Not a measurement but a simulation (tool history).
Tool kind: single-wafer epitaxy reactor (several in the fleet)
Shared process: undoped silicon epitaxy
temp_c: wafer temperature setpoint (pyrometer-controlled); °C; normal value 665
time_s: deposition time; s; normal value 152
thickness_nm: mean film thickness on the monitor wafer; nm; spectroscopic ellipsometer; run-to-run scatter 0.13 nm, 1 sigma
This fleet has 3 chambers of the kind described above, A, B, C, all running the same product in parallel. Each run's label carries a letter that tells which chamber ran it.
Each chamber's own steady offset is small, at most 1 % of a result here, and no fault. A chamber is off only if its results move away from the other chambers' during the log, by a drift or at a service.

run   hour  temp_c  time_s  read-back reference wafer on the same gauge, thickness_nm  thickness_nm
 1A    6.2     665     152                                                     31.998        34.966
 2B   12.1     665     152                                                     31.979        35.558
 3C   19.2     665     152                                                     32.035        34.965
 4A   23.5     665     152                                                     31.991        35.052
 5C   29.7     665     152                                                     32.038        34.937
 6B   36.2     665     152                                                     32.002        35.279
 7C   41.8     665     152                                                     32.006        35.023
 8B   47.2     665     152                                                      32.01        35.383
 9A   51.8     671     152                                                     31.982        39.897
10C   57.3     671     152                                                     32.013        39.689
11A   62.4     671     152                                                     32.002        39.848
12B   68.5     665     152                                                     31.993        35.301
13B   74.9     665     152                                                     32.003        35.413
14C   80.8     665     152                                                     32.001        34.889
15A   85.2     665     152                                                     31.966        35.041
16A     93     665     152                                                     31.982         35.06
17C   97.8     665     152                                                     32.017        34.913
18B  101.6     665     152                                                     31.978        35.256
19A  107.6     665     152                                                     32.027        35.167
20C  113.8     665     152                                                     32.013        34.863
21B  118.3     665     152                                                     31.969        35.468
22A  122.3     665     152                                                     31.997        35.139
23C    128     679     152                                                     32.011         46.75
24B  133.8     679     152                                                     31.984        47.233
25B  141.6     679     152                                                     32.012        46.993

Predict what each chamber gives when all 3 of them run the settings below next.
26A  147.7     658     152                                                                        ?
26B  147.7     658     152                                                                        ?
26C  147.7     658     152                                                                        ?

run  thickness_nm
26A         30.15
26B        30.479
26C         29.94
